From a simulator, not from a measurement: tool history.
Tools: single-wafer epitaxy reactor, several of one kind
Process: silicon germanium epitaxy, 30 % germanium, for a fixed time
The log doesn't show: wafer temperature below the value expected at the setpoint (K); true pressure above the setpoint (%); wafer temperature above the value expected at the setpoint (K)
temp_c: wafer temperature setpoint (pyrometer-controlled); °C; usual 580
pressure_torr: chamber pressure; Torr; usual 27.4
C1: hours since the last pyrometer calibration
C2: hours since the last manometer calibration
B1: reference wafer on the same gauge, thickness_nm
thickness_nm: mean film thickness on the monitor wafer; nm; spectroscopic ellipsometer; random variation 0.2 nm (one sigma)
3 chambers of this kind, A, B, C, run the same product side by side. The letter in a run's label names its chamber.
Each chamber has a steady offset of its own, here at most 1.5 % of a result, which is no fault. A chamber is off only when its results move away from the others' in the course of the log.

{"run": "1C", "hour": 4.6, "temp_c": 580, "pressure_torr": 27.4, "C1": 782.8, "C2": 860.2, "B1": 40.087, "thickness_nm": 45.808}
{"run": "2B", "hour": 6.8, "temp_c": 580, "pressure_torr": 27.4, "C1": 748.3, "C2": 250.6, "B1": 40.111, "thickness_nm": 45.989}
{"run": "3A", "hour": 11.3, "temp_c": 580, "pressure_torr": 27.4, "C1": 2665.5, "C2": 821.2, "B1": 40.119, "thickness_nm": 46.405}
{"run": "4A", "hour": 15.6, "temp_c": 580, "pressure_torr": 27.4, "C1": 2669.8, "C2": 825.5, "B1": 40.134, "thickness_nm": 46.845}
{"run": "5B", "hour": 18.0, "temp_c": 580, "pressure_torr": 27.4, "C1": 759.5, "C2": 261.8, "B1": 40.111, "thickness_nm": 45.848}
{"run": "6C", "hour": 20.6, "temp_c": 580, "pressure_torr": 27.4, "C1": 798.8, "C2": 876.2, "B1": 40.075, "thickness_nm": 45.779}
{"run": "7B", "hour": 24.8, "temp_c": 587, "pressure_torr": 33.7, "C1": 766.3, "C2": 268.6, "B1": 40.097, "thickness_nm": 57.095}
{"run": "8A", "hour": 28.0, "temp_c": 587, "pressure_torr": 33.7, "C1": 2682.2, "C2": 837.9, "B1": 40.079, "thickness_nm": 57.397}
{"run": "9C", "hour": 30.2, "temp_c": 587, "pressure_torr": 33.7, "C1": 808.4, "C2": 885.8, "B1": 40.094, "thickness_nm": 57.072}
{"run": "10A", "hour": 34.4, "temp_c": 580, "pressure_torr": 27.4, "C1": 2688.6, "C2": 844.3, "B1": 40.105, "thickness_nm": 46.475}
{"run": "11C", "hour": 39.0, "temp_c": 580, "pressure_torr": 27.4, "C1": 817.2, "C2": 894.6, "B1": 40.086, "thickness_nm": 45.838}
{"run": "12B", "hour": 42.5, "temp_c": 588, "pressure_torr": 27.4, "C1": 784.0, "C2": 286.3, "B1": 40.132, "thickness_nm": 54.428}
{"run": "13A", "hour": 45.4, "temp_c": 588, "pressure_torr": 27.4, "C1": 2699.6, "C2": 855.3, "B1": 40.136, "thickness_nm": 54.387}
{"run": "14C", "hour": 49.6, "temp_c": 588, "pressure_torr": 27.4, "C1": 827.8, "C2": 905.2, "B1": 40.113, "thickness_nm": 53.453}
{"run": "15B", "hour": 52.9, "temp_c": 580, "pressure_torr": 27.4, "C1": 794.4, "C2": 296.7, "B1": 40.141, "thickness_nm": 47.052}
{"run": "16A", "hour": 55.8, "temp_c": 580, "pressure_torr": 27.4, "C1": 2710.0, "C2": 865.7, "B1": 40.09, "thickness_nm": 46.178}
{"run": "17C", "hour": 60.0, "temp_c": 580, "pressure_torr": 27.4, "C1": 838.2, "C2": 915.6, "B1": 40.081, "thickness_nm": 45.86}
{"run": "18B", "hour": 62.5, "temp_c": 580, "pressure_torr": 27.4, "C1": 804.0, "C2": 306.3, "B1": 40.08, "thickness_nm": 47.375}
{"run": "19A", "hour": 66.4, "temp_c": 580, "pressure_torr": 27.4, "C1": 2720.6, "C2": 876.3, "B1": 40.12, "thickness_nm": 46.508}
{"run": "20C", "hour": 71.2, "temp_c": 580, "pressure_torr": 27.4, "C1": 849.4, "C2": 926.8, "B1": 40.092, "thickness_nm": 46.016}
{"run": "21B", "hour": 74.9, "temp_c": 580, "pressure_torr": 27.4, "C1": 816.4, "C2": 318.7, "B1": 40.09, "thickness_nm": 47.936}
{"run": "22B", "hour": 77.3, "temp_c": 589, "pressure_torr": 32.0, "C1": 818.8, "C2": 321.1, "B1": 40.113, "thickness_nm": 60.518}
{"run": "23C", "hour": 80.0, "temp_c": 589, "pressure_torr": 32.0, "C1": 858.2, "C2": 935.6, "B1": 40.11, "thickness_nm": 57.766}
{"run": "24A", "hour": 82.3, "temp_c": 589, "pressure_torr": 32.0, "C1": 2736.5, "C2": 892.2, "B1": 40.118, "thickness_nm": 58.433}
{"run": "25C", "hour": 85.2, "temp_c": 580, "pressure_torr": 27.4, "C1": 863.4, "C2": 940.8, "B1": 40.126, "thickness_nm": 45.742}

Next, every chamber runs the same settings. What will each give?
{"run": "26A", "hour": 88.6, "temp_c": 580, "pressure_torr": 32.8, "thickness_nm": "?"}
{"run": "26B", "hour": 88.6, "temp_c": 580, "pressure_torr": 32.8, "thickness_nm": "?"}
{"run": "26C", "hour": 88.6, "temp_c": 580, "pressure_torr": 32.8, "thickness_nm": "?"}

run=26A thickness_nm=49.907
run=26B thickness_nm=52.885
run=26C thickness_nm=49.000
